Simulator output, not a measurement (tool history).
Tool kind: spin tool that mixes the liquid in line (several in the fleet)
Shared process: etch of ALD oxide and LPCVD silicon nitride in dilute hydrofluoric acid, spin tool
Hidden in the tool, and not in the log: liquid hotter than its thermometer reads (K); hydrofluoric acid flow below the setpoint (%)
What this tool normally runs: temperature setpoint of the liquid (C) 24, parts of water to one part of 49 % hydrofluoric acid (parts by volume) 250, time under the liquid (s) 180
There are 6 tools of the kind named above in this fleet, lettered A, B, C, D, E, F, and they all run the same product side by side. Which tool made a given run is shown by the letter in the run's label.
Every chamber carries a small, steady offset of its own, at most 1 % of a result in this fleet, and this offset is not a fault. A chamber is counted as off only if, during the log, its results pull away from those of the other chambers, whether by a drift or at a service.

run   hour  temperature setpoint of the liquid (C)  parts of water to one part of 49 % hydrofluoric acid (parts by volume)  time under the liquid (s)  hours since the thermometer was replaced  hours since the hydrofluoric acid flow meter was replaced  read-back film thickness of the ALD oxide reference wafer, read on the same gauge (nm)  read-back film thickness of the LPCVD silicon nitride reference wafer, read on the same gauge (nm)  thickness taken off the ALD oxide on a monitor wafer (Å)  thickness taken off the LPCVD silicon nitride on a monitor wafer (Å)
 1C    8.3                                      24                                                                     250                        180                                      46.1                                                      989.0                                                                                  109.98                                                                                              149.97                                                   159.830                                                                3.6238
 2F   20.7                                      24                                                                     250                        180                                      77.9                                                     1050.9                                                                                  109.99                                                                                              150.01                                                   157.980                                                                4.2262
 3D   33.8                                      24                                                                     250                        180                                    1268.3                                                       39.8                                                                                  110.00                                                                                              150.03                                                   158.420                                                                3.9341
      36.3  -- chamber B: thermometer replaced
 4A   48.8                                      24                                                                     250                        180                                    1155.6                                                     1117.6                                                                                  109.97                                                                                              150.00                                                   160.260                                                                3.7028
 5B   63.8                                      26                                                                     345                        180                                      27.6                                                      100.7                                                                                  110.02                                                                                              150.01                                                   114.070                                                                2.6990
 6E   73.1                                      26                                                                     345                        180                                    1564.3                                                      114.8                                                                                  110.04                                                                                              150.02                                                   109.660                                                                3.0772
 7C   87.5                                      26                                                                     345                        180                                     125.3                                                     1068.2                                                                                  110.02                                                                                              149.99                                                   111.670                                                                3.2722
 8A  101.6                                      26                                                                     345                        180                                    1208.4                                                     1170.4                                                                                  109.96                                                                                              150.00                                                   112.630                                                                3.4278
 9F  116.8                                      26                                                                     345                        180                                     174.0                                                     1147.0                                                                                  109.98                                                                                              149.98                                                   111.770                                                                3.1529
10D  124.5                                      26                                                                     345                        180                                    1359.0                                                      130.5                                                                                  110.03                                                                                              150.01                                                   112.900                                                                3.2840
11B  138.8                                      24                                                                     250                        180                                     102.6                                                      175.7                                                                                  110.04                                                                                              150.03                                                   158.010                                                                3.1565
12E  150.7                                      24                                                                     250                        180                                    1641.9                                                      192.4                                                                                  110.00                                                                                              150.02                                                   158.130                                                                3.7025
13D  165.6                                      24                                                                     250                        180                                    1400.1                                                      171.6                                                                                  110.00                                                                                              150.01                                                   157.910                                                                3.9024
14B  173.4                                      24                                                                     250                        180                                     137.2                                                      210.3                                                                                  110.06                                                                                              149.97                                                   158.430                                                                3.7016
15C  185.0                                      24                                                                     250                        180                                     222.8                                                     1165.7                                                                                  109.99                                                                                              149.98                                                   158.750                                                                3.4829
16F  198.9                                      24                                                                     250                        180                                     256.1                                                     1229.1                                                                                  109.98                                                                                              150.00                                                   157.980                                                                3.7430
17E  214.4                                      24                                                                     250                        180                                    1705.6                                                      256.1                                                                                  110.00                                                                                              149.99                                                   158.350                                                                3.4108
18A  223.2                                      24                                                                     250                        180                                    1330.0                                                     1292.0                                                                                  110.02                                                                                              150.01                                                   160.530                                                                3.4491
19A  237.5                                      24                                                                     250                        180                                    1344.3                                                     1306.3                                                                                  109.99                                                                                              150.04                                                   162.470                                                                3.4122
20F  246.8                                      24                                                                     250                        180                                     304.0                                                     1277.0                                                                                  109.97                                                                                              150.01                                                   161.080                                                                3.6889
     249.1  -- chamber D: thermometer replaced
21C  254.5                                      24                                                                     250                        180                                     292.3                                                     1235.2                                                                                  110.01                                                                                              150.01                                                   155.340                                                                3.6549
22D  264.0                                      24                                                                     250                        180                                      14.9                                                      270.0                                                                                  110.02                                                                                              149.98                                                   160.440                                                                3.8542
23E  277.1                                      24                                                                     250                        180                                    1768.3                                                      318.8                                                                                  109.99                                                                                              149.98                                                   158.010                                                                3.6183
24B  291.7                                      24                                                                     250                        180                                     255.5                                                      328.6                                                                                  110.04                                                                                              149.97                                                   158.280                                                                4.0556
25B  300.4                                      24                                                                     195                         75                                     264.2                                                      337.3                                                                                  110.02                                                                                              149.99                                                    90.262                                                                1.9551
26D  310.6                                      24                                                                     195                         75                                      61.5                                                      316.6                                                                                  109.96                                                                                              150.03                                                    89.211                                                                2.2175
27C  317.4                                      24                                                                     195                         75                                     355.2                                                     1298.1                                                                                  109.94                                                                                              149.99                                                    87.268                                                                1.7397
28A  325.0                                      24                                                                     195                         75                                    1431.8                                                     1393.8                                                                                  110.03                                                                                              150.00                                                    91.077                                                                1.7881
29F  334.2                                      24                                                                     195                         75                                     391.4                                                     1364.4                                                                                  109.96                                                                                              149.97                                                    90.399                                                                1.8309
30E  344.3                                      24                                                                     195                         75                                    1835.5                                                      386.0                                                                                  109.98                                                                                              149.99                                                    90.473                                                                2.2612
31E  351.3                                      24                                                                     150                        285                                    1842.5                                                      393.0                                                                                  110.02                                                                                              149.99                                                   474.940                                                                9.1946
32B  365.2                                      24                                                                     150                        285                                     329.0                                                      402.1                                                                                  109.98                                                                                              149.97                                                   461.460                                                                7.6323
33A  380.3                                      24                                                                     150                        285                                    1487.1                                                     1449.1                                                                                  110.03                                                                                              150.02                                                   469.670                                                                8.7581
34C  388.5                                      24                                                                     150                        285                                     426.3                                                     1369.2                                                                                  109.99                                                                                              149.97                                                   444.020                                                                9.6911
35D  402.6                                      24                                                                     150                        285                                     153.5                                                      408.6                                                                                  109.99                                                                                              149.99                                                   469.740                                                                9.3682
36F  410.1                                      24                                                                     150                        285                                     467.3                                                     1440.3                                                                                  109.99                                                                                              150.02                                                   470.100                                                                9.4555
37E  425.5                                      24                                                                     250                        180                                    1916.7                                                      467.2                                                                                  109.99                                                                                              149.98                                                   156.760                                                                3.6473
38B  439.7                                      24                                                                     250                        180                                     403.5                                                      476.6                                                                                  109.97                                                                                              149.99                                                   157.950                                                                3.4535
39A  448.4                                      24                                                                     250                        180                                    1555.2                                                     1517.2                                                                                  109.98                                                                                              149.97                                                   161.470                                                                3.3673

Does one chamber stand apart from the rest, does the shared gauge drift, or is all well apart from small per-chamber offsets? Give the chamber and the most likely cause, where there is one.

It is chamber C that slowly wanders off from its peers.
Likeliest cause: hydrofluoric acid flow below the setpoint (%) = 5.75.

Below are 4 candidate recipes for chamber C's next run, each the usual settings with a change, their results shown as question marks. Which of them brings C's results back in line with what the other chambers give on the usual settings?
In line here means within this much of the mean the other chambers give on the usual settings: thickness taken off the ALD oxide on a monitor wafer (Å) 5.300; thickness taken off the LPCVD silicon nitride on a monitor wafer (Å) 1.1000
40C-1  459.5                                      24                                                                     255                        170                                                                                                                                                                                                                                                                                                                                                          ?                                                                     ?
40C-2  459.5                                      24                                                                     265                        165                                                                                                                                                                                                                                                                                                                                                          ?                                                                     ?
40C-3  459.5                                      24                                                                     245                        190                                                                                                                                                                                                                                                                                                                                                          ?                                                                     ?
40C-4  459.5                                      24                                                                     235                        195                                                                                                                                                                                                                                                                                                                                                          ?                                                                     ?

Usual-settings mean across the other chambers: thickness taken off the ALD oxide on a monitor wafer (Å) 159.080; thickness taken off the LPCVD silicon nitride on a monitor wafer (Å) 3.6434
  run  thickness taken off the ALD oxide on a monitor wafer (Å)  thickness taken off the LPCVD silicon nitride on a monitor wafer (Å)
40C-1                                                   136.990                                                                3.0381
40C-2                                                   126.540                                                                2.8375
40C-3                                                   161.160                                                                3.5344
40C-4                                                   174.400                                                                3.7819
It is 40C-3 that realigns the chamber with its peers.
